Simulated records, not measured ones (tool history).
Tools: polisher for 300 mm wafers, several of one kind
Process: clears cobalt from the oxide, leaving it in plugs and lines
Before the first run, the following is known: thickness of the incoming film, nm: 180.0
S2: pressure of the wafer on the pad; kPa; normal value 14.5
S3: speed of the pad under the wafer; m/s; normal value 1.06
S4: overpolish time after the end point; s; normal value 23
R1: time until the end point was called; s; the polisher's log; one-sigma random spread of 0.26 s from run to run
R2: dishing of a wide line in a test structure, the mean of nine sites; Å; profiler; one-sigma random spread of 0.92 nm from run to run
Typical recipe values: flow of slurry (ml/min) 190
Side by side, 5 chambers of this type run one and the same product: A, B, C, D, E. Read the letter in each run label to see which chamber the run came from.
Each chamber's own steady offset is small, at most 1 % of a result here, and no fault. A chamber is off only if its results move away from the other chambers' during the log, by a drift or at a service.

Run 1D, hour 8.6: usual settings. Result: R1 31.192 s, R2 540.25 Å.
Run 2E, hour 19: usual settings. Result: R1 31.673 s, R2 548.34 Å.
Run 3C, hour 30.5: usual settings. Result: R1 31.798 s, R2 528.31 Å.
Run 4A, hour 41.8: usual settings. Result: R1 31.34 s, R2 552.9 Å.
Run 5B, hour 52.6: usual settings. Result: R1 31.547 s, R2 566.27 Å.
At hour 62.1: chamber A: worn pad replaced by a new one.
Run 6D, hour 65: usual settings. Result: R1 31.798 s, R2 534.84 Å.
At hour 67.8: chamber D: worn pad replaced by a new one.
Run 7B, hour 70.7: usual settings. Result: R1 31.655 s, R2 540.07 Å.
At hour 80.3: chamber C: slurry nozzle cleaned.
Run 8E, hour 80.5: usual settings. Result: R1 31.739 s, R2 541.29 Å.
At hour 89.3: chamber A: slurry nozzle cleaned.
Run 9A, hour 91.6: usual settings. Result: R1 31.598 s, R2 564.76 Å.
At hour 99: chamber C: worn pad replaced by a new one.
Run 10C, hour 103.8: usual settings. Result: R1 31.265 s, R2 551.41 Å.
At hour 109.5: chamber B: worn pad replaced by a new one.
Run 11E, hour 112.4: usual settings. Result: R1 31.755 s, R2 553.81 Å.
Run 12B, hour 119.1: usual settings. Result: R1 31.899 s, R2 549.36 Å.
Run 13A, hour 129.7: usual settings. Result: R1 31.317 s, R2 559.79 Å.
Run 14D, hour 142.1: usual settings. Result: R1 31.195 s, R2 554.41 Å.
At hour 150.4: chamber E: worn pad replaced by a new one.
Run 15C, hour 153.5: usual settings. Result: R1 31.885 s, R2 548.44 Å.
Run 16D, hour 162.6: usual settings but S2 17.9 kPa. Result: R1 25.47 s, R2 559.24 Å.
At hour 169.4: chamber C: head pressure recalibrated.
At hour 170: chamber A: head pressure recalibrated.
Run 17C, hour 170.7: usual settings but S2 17.9 kPa. Result: R1 25.465 s, R2 574.27 Å.
Run 18A, hour 176.8: usual settings but S2 17.9 kPa. Result: R1 24.984 s, R2 585.2 Å.
Run 19E, hour 188.8: usual settings but S2 17.9 kPa. Result: R1 25.118 s, R2 571.52 Å.
Run 20B, hour 194.4: usual settings but S2 17.9 kPa. Result: R1 25.205 s, R2 592.08 Å.
Run 21D, hour 201.3: usual settings. Result: R1 31.253 s, R2 546.26 Å.
Run 22E, hour 207.1: usual settings. Result: R1 31.75 s, R2 543.93 Å.
Run 23C, hour 217.6: usual settings. Result: R1 31.384 s, R2 544.01 Å.
At hour 223.4: chamber B: slurry nozzle cleaned.
Run 24A, hour 227.7: usual settings but flow of slurry (ml/min) 240, S4 28 s. Result: R1 30.651 s, R2 586.83 Å.
Run 25B, hour 239.9: usual settings but flow of slurry (ml/min) 240, S4 28 s. Result: R1 30.821 s, R2 579.67 Å.
Run 26E, hour 247.9: usual settings but flow of slurry (ml/min) 240, S4 28 s. Result: R1 30.478 s, R2 571.7 Å.
At hour 251.1: chamber A: worn pad replaced by a new one.
At hour 251.2: chamber B: worn pad replaced by a new one.
Run 27B, hour 253.8: usual settings but flow of slurry (ml/min) 240, S4 28 s. Result: R1 30.398 s, R2 576.23 Å.
Run 28A, hour 263.6: usual settings but flow of slurry (ml/min) 240, S4 28 s. Result: R1 30.259 s, R2 609.94 Å.
Run 29D, hour 274: usual settings. Result: R1 31.578 s, R2 547.27 Å.
Run 30C, hour 279.9: usual settings. Result: R1 31.849 s, R2 542.99 Å.
At hour 282.1: chamber C: worn pad replaced by a new one.
Run 31E, hour 289.2: usual settings. Result: R1 31.312 s, R2 566.61 Å.
At hour 293: chamber D: worn pad replaced by a new one.
Run 32A, hour 295.8: usual settings. Result: R1 31.146 s, R2 576.42 Å.
Run 33C, hour 301.2: usual settings. Result: R1 31.202 s, R2 550.86 Å.
Run 34B, hour 310.6: usual settings but S2 12.4 kPa, S4 30 s. Result: R1 36.871 s, R2 576.94 Å.
Run 35D, hour 316.1: usual settings but S2 12.4 kPa, S4 30 s. Result: R1 37.247 s, R2 560.22 Å.
Run 36C, hour 325.6: usual settings but S2 12.4 kPa, S4 30 s. Result: R1 36.836 s, R2 554.81 Å.
Run 37D, hour 336.5: usual settings but S2 12.4 kPa, S4 30 s. Result: R1 37.164 s, R2 584.06 Å.

Is one chamber out of step, is the gauge drifting, or do the chambers differ by no more than their own small offsets? For an off chamber, give its letter and the likeliest cause.

No chamber is off and the gauge is stable; the differences are just each chamber's small, constant offset.

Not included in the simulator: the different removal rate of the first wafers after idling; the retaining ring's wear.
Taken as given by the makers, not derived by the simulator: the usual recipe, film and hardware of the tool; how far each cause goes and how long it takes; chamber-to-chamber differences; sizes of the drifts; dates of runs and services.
